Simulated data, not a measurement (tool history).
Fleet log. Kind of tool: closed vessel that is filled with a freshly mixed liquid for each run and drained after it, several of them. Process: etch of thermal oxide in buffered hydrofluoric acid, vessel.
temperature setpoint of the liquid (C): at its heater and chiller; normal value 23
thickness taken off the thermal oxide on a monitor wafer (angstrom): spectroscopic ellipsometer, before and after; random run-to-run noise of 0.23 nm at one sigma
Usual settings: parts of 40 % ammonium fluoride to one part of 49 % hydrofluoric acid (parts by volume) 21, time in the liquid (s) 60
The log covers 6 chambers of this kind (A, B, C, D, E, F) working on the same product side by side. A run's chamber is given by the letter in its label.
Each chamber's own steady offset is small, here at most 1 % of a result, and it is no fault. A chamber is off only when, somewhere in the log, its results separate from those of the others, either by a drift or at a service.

| run | day | temperature setpoint of the liquid (C) | parts of 40 % ammonium fluoride to one part of 49 % hydrofluoric acid (parts by volume) | time in the liquid (s) | hours since the thermometer was replaced | hours since the hydrofluoric acid flow meter was replaced | read-back film thickness of the thermal oxide reference wafer, read on the same gauge (nm) | thickness taken off the thermal oxide on a monitor wafer (angstrom) |
|---|---|---|---|---|---|---|---|---|
| 1E | 0.396 | 23 | 21 | 60 | 1122.1 | 1543 | 109.99 | 328.64 |
| 2C | 0.717 | 23 | 21 | 60 | 1123.1 | 724.7 | 110 | 329.74 |
| 3D | 1.096 | 23 | 21 | 60 | 2643.1 | 91.5 | 110 | 326.68 |
| 4F | 1.5 | 23 | 21 | 60 | 683.8 | 1252.9 | 110.01 | 328.48 |
| 5B | 1.8 | 23 | 21 | 60 | 268 | 343.6 | 109.99 | 329 |
| 6A | 2.217 | 23 | 21 | 60 | 555.4 | 410.7 | 110 | 326.8 |
| 7B | 2.629 | 23 | 21 | 60 | 287.9 | 363.5 | 110.01 | 327.67 |
| 8E | 2.871 | 23 | 21 | 60 | 1181.5 | 1602.4 | 110 | 328.71 |
| 9A | 3.308 | 23 | 21 | 60 | 581.6 | 436.9 | 110 | 328.31 |
|  | 3.512 | chamber A: hydrofluoric acid flow meter replaced |
| 10C | 3.783 | 23 | 21 | 60 | 1196.7 | 798.3 | 110.01 | 329.51 |
| 11F | 4.117 | 23 | 21 | 60 | 746.6 | 1315.7 | 110 | 323.25 |
| 12D | 4.529 | 23 | 21 | 60 | 2725.5 | 173.9 | 109.99 | 329.23 |
| 13A | 4.854 | 23 | 21 | 60 | 618.7 | 32.3 | 110.01 | 329.79 |
| 14B | 5.304 | 23 | 21 | 60 | 352.1 | 427.7 | 110.02 | 326.84 |
| 15E | 5.767 | 23 | 21 | 60 | 1251 | 1671.9 | 110 | 328.9 |
| 16F | 6.192 | 20.5 | 21 | 90 | 796.4 | 1365.5 | 110.01 | 427.18 |
| 17D | 6.504 | 20.5 | 21 | 90 | 2772.9 | 221.3 | 110.01 | 428.25 |
| 18C | 6.829 | 20.5 | 21 | 90 | 1269.8 | 871.4 | 109.99 | 432.95 |
| 19D | 7.121 | 20.5 | 21 | 90 | 2787.7 | 236.1 | 109.99 | 428.81 |
| 20E | 7.358 | 20.5 | 21 | 90 | 1289.2 | 1710.1 | 109.98 | 425.68 |
| 21F | 7.767 | 20.5 | 21 | 90 | 834.2 | 1403.3 | 110.01 | 424.2 |
| 22A | 7.996 | 23 | 21 | 60 | 694.1 | 107.7 | 110 | 330.08 |
| 23B | 8.212 | 23 | 21 | 60 | 421.9 | 497.5 | 109.99 | 327.56 |
| 24C | 8.612 | 23 | 21 | 60 | 1312.6 | 914.2 | 110.01 | 339.21 |
| 25E | 8.95 | 23 | 21 | 60 | 1327.4 | 1748.3 | 109.99 | 334.02 |
| 26D | 9.375 | 23 | 21 | 60 | 2841.8 | 290.2 | 110.02 | 327.29 |
| 27A | 9.8 | 23 | 21 | 60 | 737.4 | 151 | 110.01 | 329.52 |
| 28B | 10.133 | 23 | 21 | 60 | 468 | 543.6 | 109.99 | 331.31 |
| 29C | 10.342 | 23 | 21 | 60 | 1354.1 | 955.7 | 110.01 | 339.01 |
| 30F | 10.75 | 23 | 17.5 | 60 | 905.8 | 1474.9 | 109.99 | 387.93 |
| 31D | 11.183 | 23 | 17.5 | 60 | 2885.2 | 333.6 | 110.01 | 383.93 |
| 32E | 11.662 | 23 | 17.5 | 60 | 1392.5 | 1813.4 | 110.02 | 385.05 |
| 33A | 11.929 | 23 | 17.5 | 60 | 788.5 | 202.1 | 110.01 | 388.7 |
| 34B | 12.254 | 23 | 17.5 | 60 | 518.9 | 594.5 | 110 | 386.3 |
| 35F | 12.617 | 23 | 17.5 | 60 | 950.6 | 1519.7 | 109.99 | 387.16 |
| 36C | 12.983 | 23 | 21 | 60 | 1417.5 | 1019.1 | 109.98 | 349.32 |
| 37E | 13.438 | 23 | 21 | 60 | 1435.1 | 1856 | 110 | 327.62 |
| 38F | 13.671 | 23 | 21 | 60 | 975.9 | 1545 | 110 | 327.13 |
| 39B | 13.983 | 23 | 28.5 | 60 | 560.4 | 636 | 110 | 265.28 |
| 40D | 14.433 | 23 | 28.5 | 60 | 2963.2 | 411.6 | 109.98 | 261.41 |
| 41C | 14.754 | 23 | 28.5 | 60 | 1460 | 1061.6 | 110.02 | 281.04 |
| 42A | 15.017 | 23 | 28.5 | 60 | 862.6 | 276.2 | 110.01 | 263.45 |
| 43F | 15.367 | 23 | 28.5 | 60 | 1016.6 | 1585.7 | 110 | 263.08 |

For the next run the whole fleet of 6 chambers uses the same settings. Give each chamber's results:
| 44A | 15.708 | 23 | 21 | 60 |  |  |  | ? |
| 44B | 15.708 | 23 | 21 | 60 |  |  |  | ? |
| 44C | 15.708 | 23 | 21 | 60 |  |  |  | ? |
| 44D | 15.708 | 23 | 21 | 60 |  |  |  | ? |
| 44E | 15.708 | 23 | 21 | 60 |  |  |  | ? |
| 44F | 15.708 | 23 | 21 | 60 |  |  |  | ? |

| run | thickness taken off the thermal oxide on a monitor wafer (angstrom) |
|---|---|
| 44A | 331.2 |
| 44B | 326.96 |
| 44C | 344.91 |
| 44D | 325.58 |
| 44E | 324.35 |
| 44F | 322.23 |
